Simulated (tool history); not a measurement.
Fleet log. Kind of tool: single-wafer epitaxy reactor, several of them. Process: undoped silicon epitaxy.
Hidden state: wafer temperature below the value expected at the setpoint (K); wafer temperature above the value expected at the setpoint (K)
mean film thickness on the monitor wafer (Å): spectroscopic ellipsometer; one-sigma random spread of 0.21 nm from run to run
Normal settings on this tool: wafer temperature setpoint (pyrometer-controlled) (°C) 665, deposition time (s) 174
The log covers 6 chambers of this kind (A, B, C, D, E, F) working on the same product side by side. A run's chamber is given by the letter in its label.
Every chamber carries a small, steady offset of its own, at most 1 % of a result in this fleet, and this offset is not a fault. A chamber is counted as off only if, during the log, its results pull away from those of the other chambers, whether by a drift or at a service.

run   hour  wafer temperature setpoint (pyrometer-controlled) (°C)  deposition time (s)  hours since the last pyrometer calibration  read-back reference wafer on the same gauge, thickness_nm  mean film thickness on the monitor wafer (Å)
 1E    3.9                                                     665                  174                                      2923.0                                                     41.011                                        404.55
 2A    7.2                                                     665                  174                                       661.5                                                     40.966                                        398.17
 3D    9.7                                                     665                  174                                       622.3                                                     40.951                                        402.61
 4B   13.4                                                     665                  174                                       710.2                                                     41.058                                        402.79
 5F   17.1                                                     665                  174                                      1122.4                                                     41.008                                        402.29
 6C   19.8                                                     665                  174                                      1052.4                                                     40.963                                        401.39
 7F   22.6                                                     657                  155                                      1127.9                                                     40.992                                        303.46
 8A   25.0                                                     657                  155                                       679.3                                                     41.025                                        305.30
 9E   27.0                                                     657                  155                                      2946.1                                                     40.959                                        302.67
10C   29.9                                                     657                  155                                      1062.5                                                     41.005                                        297.04
11B   33.1                                                     657                  155                                       729.9                                                     41.051                                        301.08
12D   35.2                                                     657                  155                                       647.8                                                     40.990                                        306.01
13C   38.4                                                     665                  174                                      1071.0                                                     40.947                                        404.24
14B   40.2                                                     665                  162                                       737.0                                                     40.983                                        374.18
15D   42.3                                                     665                  162                                       654.9                                                     41.080                                        377.07
16F   44.2                                                     665                  162                                      1149.5                                                     40.987                                        377.53
17A   48.0                                                     665                  162                                       702.3                                                     41.016                                        372.88
18E   50.6                                                     665                  162                                      2969.7                                                     40.989                                        383.53
19D   53.1                                                     665                  162                                       665.7                                                     41.007                                        374.64
20A   55.6                                                     655                  156                                       709.9                                                     41.014                                        295.68
21E   59.3                                                     655                  156                                      2978.4                                                     41.008                                        295.67
22B   61.6                                                     655                  156                                       758.4                                                     40.966                                        292.29
23F   63.8                                                     655                  156                                      1169.1                                                     40.977                                        289.00
24C   67.0                                                     655                  156                                      1099.6                                                     41.029                                        290.40
25C   70.3                                                     655                  156                                      1102.9                                                     41.028                                        289.09
26F   74.2                                                     665                  174                                      1179.5                                                     40.999                                        405.29
27B   76.3                                                     665                  174                                       773.1                                                     41.010                                        402.24
28E   79.2                                                     665                  174                                      2998.3                                                     40.984                                        406.23
29A   83.0                                                     665                  174                                       737.3                                                     40.986                                        402.47
30D   85.0                                                     665                  174                                       697.6                                                     40.962                                        402.44
31D   88.2                                                     672                  196                                       700.8                                                     40.973                                        529.76
32E   92.0                                                     672                  196                                      3011.1                                                     41.077                                        525.40
33B   94.2                                                     672                  196                                       791.0                                                     41.018                                        523.95
34F   97.8                                                     672                  196                                      1203.1                                                     40.967                                        529.29
35A  100.6                                                     672                  196                                       754.9                                                     41.009                                        526.45
36C  103.0                                                     672                  196                                      1135.6                                                     40.991                                        520.78
37A  105.1                                                     665                  174                                       759.4                                                     40.969                                        405.59
38B  107.2                                                     665                  174                                       804.0                                                     40.984                                        402.50
39F  109.4                                                     665                  174                                      1214.7                                                     41.009                                        407.17
40C  113.6                                                     665                  174                                      1146.2                                                     41.042                                        402.94

Decide between three cases: one chamber stands off from its peers, the gauge reading all wafers drifts, or nothing is wrong past each chamber's small offset. Where a chamber is off, say which and what most likely put it there.

Nothing is wrong: each chamber keeps only its own small, steady offset and the gauge holds still.
